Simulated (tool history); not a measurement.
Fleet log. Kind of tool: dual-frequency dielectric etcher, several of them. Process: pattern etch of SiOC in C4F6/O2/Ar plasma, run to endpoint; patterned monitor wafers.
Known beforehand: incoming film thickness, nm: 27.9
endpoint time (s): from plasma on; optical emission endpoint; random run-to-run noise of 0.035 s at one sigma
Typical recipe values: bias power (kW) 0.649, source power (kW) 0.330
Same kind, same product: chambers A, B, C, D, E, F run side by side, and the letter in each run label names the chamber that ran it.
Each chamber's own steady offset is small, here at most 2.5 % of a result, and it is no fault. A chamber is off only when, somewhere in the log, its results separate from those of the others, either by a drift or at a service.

run   hour  bias power (kW)  source power (kW)  endpoint time (s)
 1A   13.5            0.649              0.330             9.1233
 2F   23.1            0.649              0.330             9.1284
 3E   29.9            0.649              0.330             9.1772
 4D   39.5            0.649              0.330             8.9685
 5B   53.4            0.649              0.330             9.1833
 6C   62.8            0.792              0.270             9.0875
 7C   77.0            0.792              0.270             9.0556
 8F   88.5            0.792              0.270             9.1682
      89.3  -- chamber D: wet clean of the chamber
 9E   95.7            0.792              0.270             9.2199
10A  105.2            0.792              0.270             9.0616
11B  116.9            0.792              0.270             9.1089
12D  127.4            0.561              0.300             9.8625
13D  140.3            0.561              0.300             9.8236
14F  151.9            0.561              0.300            10.0010
15B  158.8            0.561              0.300            10.0690
16C  165.1            0.561              0.300             9.9093
17E  173.7            0.561              0.300            10.1160
18A  179.9            0.649              0.330             9.1217
19A  189.7            0.649              0.330             9.1330
20F  203.6            0.649              0.330             9.2333
21B  210.7            0.649              0.330             9.1671
22C  218.4            0.649              0.330             9.1196
23D  229.4            0.649              0.330             9.0161
     229.7  -- chamber C: wet clean of the chamber
24E  240.8            0.649              0.330             9.1827
25D  251.1            0.649              0.330             8.8904
26C  264.5            0.649              0.330             9.0797
27E  272.9            0.649              0.330             9.2973
     275.7  -- chamber C: source power generator calibrated
28B  279.8            0.649              0.330             9.1908
29A  286.8            0.649              0.330             9.1444
30F  296.8            0.591              0.400             8.8512
31F  307.3            0.591              0.400             8.8964
32A  315.6            0.591              0.400             8.8409
33D  327.0            0.591              0.400             8.6830
34E  337.3            0.591              0.400             8.9065
35B  348.1            0.591              0.400             8.7801
36C  359.2            0.649              0.330             9.1474
37E  367.5            0.649              0.330             9.2366
     374.7  -- chamber F: wet clean of the chamber
38D  379.9            0.551              0.270            10.2680
39F  393.6            0.551              0.270            10.5090
40A  407.5            0.551              0.270            10.4980
41C  421.3            0.551              0.270            10.3990
42B  430.5            0.551              0.270            10.5230

Next, all 6 chambers run the settings below, one line each with question marks for the results. What does each chamber give?
43A  440.7            0.649              0.330                  ?
43B  440.7            0.649              0.330                  ?
43C  440.7            0.649              0.330                  ?
43D  440.7            0.649              0.330                  ?
43E  440.7            0.649              0.330                  ?
43F  440.7            0.649              0.330                  ?

run  endpoint time (s)
43A             9.1396
43B             9.1608
43C             9.1349
43D             8.8716
43E             9.2451
43F             9.1886

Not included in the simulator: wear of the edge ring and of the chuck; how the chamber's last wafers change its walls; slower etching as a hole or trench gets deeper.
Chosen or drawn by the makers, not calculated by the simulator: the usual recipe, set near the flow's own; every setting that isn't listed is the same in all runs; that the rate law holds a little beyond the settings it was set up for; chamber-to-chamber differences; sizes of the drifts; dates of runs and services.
